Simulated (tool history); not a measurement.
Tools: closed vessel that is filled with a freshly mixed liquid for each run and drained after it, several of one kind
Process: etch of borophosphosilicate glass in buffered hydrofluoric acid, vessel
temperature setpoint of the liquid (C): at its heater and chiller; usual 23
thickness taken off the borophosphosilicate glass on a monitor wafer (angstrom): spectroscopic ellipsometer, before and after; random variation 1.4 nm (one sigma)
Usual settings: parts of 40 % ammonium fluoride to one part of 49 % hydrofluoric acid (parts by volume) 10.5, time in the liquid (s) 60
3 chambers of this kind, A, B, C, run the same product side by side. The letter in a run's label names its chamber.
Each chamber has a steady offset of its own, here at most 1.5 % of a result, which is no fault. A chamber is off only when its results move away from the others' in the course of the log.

| run | day | temperature setpoint of the liquid (C) | parts of 40 % ammonium fluoride to one part of 49 % hydrofluoric acid (parts by volume) | time in the liquid (s) | read-back film thickness of the borophosphosilicate glass reference wafer, read on the same gauge (nm) | thickness taken off the borophosphosilicate glass on a monitor wafer (angstrom) |
|---|---|---|---|---|---|---|
| 1C | 0.683 | 23 | 10.5 | 60 | 50.017 | 1932.7 |
| 2A | 1.000 | 23 | 10.5 | 60 | 49.971 | 1902.5 |
| 3B | 1.312 | 23 | 10.5 | 60 | 50.028 | 1924.3 |
| 4C | 1.646 | 23 | 10.5 | 60 | 50.002 | 1945.3 |
| 5A | 2.042 | 23 | 10.5 | 60 | 49.991 | 1911.9 |
| 6B | 2.688 | 23 | 12.5 | 90 | 50.034 | 2422.4 |
| 7A | 3.062 | 23 | 12.5 | 90 | 50.001 | 2423.0 |
| 8B | 3.750 | 23 | 12.5 | 90 | 50.009 | 2467.7 |
| 9C | 4.142 | 23 | 10.5 | 60 | 49.976 | 1922.7 |
| 10B | 4.696 | 23 | 10.5 | 60 | 49.997 | 1938.6 |
| 11A | 5.246 | 23 | 10.5 | 60 | 49.967 | 1895.9 |
| 12C | 5.946 | 23 | 10.5 | 60 | 49.980 | 1935.0 |
| 13B | 6.325 | 23 | 10.5 | 60 | 50.021 | 1926.6 |
| 14C | 6.825 | 23 | 10.5 | 35 | 50.006 | 1129.9 |
| 15A | 7.254 | 23 | 10.5 | 35 | 50.008 | 1119.1 |
| 16C | 7.592 | 23 | 10.5 | 35 | 50.041 | 1117.4 |
| 17B | 8.188 | 23 | 10.5 | 60 | 49.982 | 1935.2 |
| 18A | 8.525 | 23 | 10.5 | 60 | 49.997 | 1920.0 |
| 19A | 9.004 | 23 | 10.5 | 60 | 50.003 | 1910.0 |
| 20B | 9.538 | 23 | 10.5 | 35 | 49.995 | 1125.2 |
|  | 9.688 | chamber C: thermometer replaced |
| 21C | 10.033 | 23 | 10.5 | 35 | 49.998 | 1122.0 |
| 22A | 10.642 | 23 | 10.5 | 35 | 50.029 | 1096.9 |
| 23B | 11.004 | 23 | 10.5 | 60 | 49.995 | 1924.8 |
| 24C | 11.650 | 23 | 10.5 | 60 | 49.973 | 1908.0 |
| 25C | 11.954 | 23 | 10.5 | 60 | 50.006 | 1935.2 |
| 26B | 12.642 | 23 | 10.5 | 60 | 49.998 | 1938.8 |
| 27A | 13.079 | 23 | 10.5 | 60 | 50.013 | 1878.1 |
| 28B | 13.500 | 23 | 10.5 | 60 | 49.999 | 1917.4 |
| 29A | 13.850 | 23 | 10.5 | 60 | 49.971 | 1846.9 |
| 30C | 14.479 | 23 | 10.5 | 60 | 50.038 | 1917.5 |
| 31A | 14.862 | 23 | 10.5 | 60 | 49.998 | 1828.0 |
| 32C | 15.433 | 23 | 10.5 | 60 | 49.961 | 1903.8 |
| 33B | 16.096 | 23 | 10.5 | 60 | 50.017 | 1928.7 |
| 34C | 16.471 | 23 | 10.5 | 60 | 50.027 | 1908.2 |
| 35A | 17.021 | 23 | 10.5 | 60 | 50.030 | 1789.7 |
| 36B | 17.683 | 23 | 10.5 | 60 | 50.001 | 1939.9 |
| 37B | 18.188 | 23 | 10.5 | 85 | 50.039 | 2737.4 |
| 38C | 18.829 | 23 | 10.5 | 85 | 50.034 | 2737.1 |
| 39A | 19.417 | 23 | 10.5 | 85 | 49.987 | 2515.9 |

All 3 chambers run these settings next. Forecast each chamber's results:
| 40A | 19.917 | 23 | 10.5 | 60 |  | ? |
| 40B | 19.917 | 23 | 10.5 | 60 |  | ? |
| 40C | 19.917 | 23 | 10.5 | 60 |  | ? |

| run | thickness taken off the borophosphosilicate glass on a monitor wafer (angstrom) |
|---|---|
| 40A | 1777.3 |
| 40B | 1926.0 |
| 40C | 1908.1 |
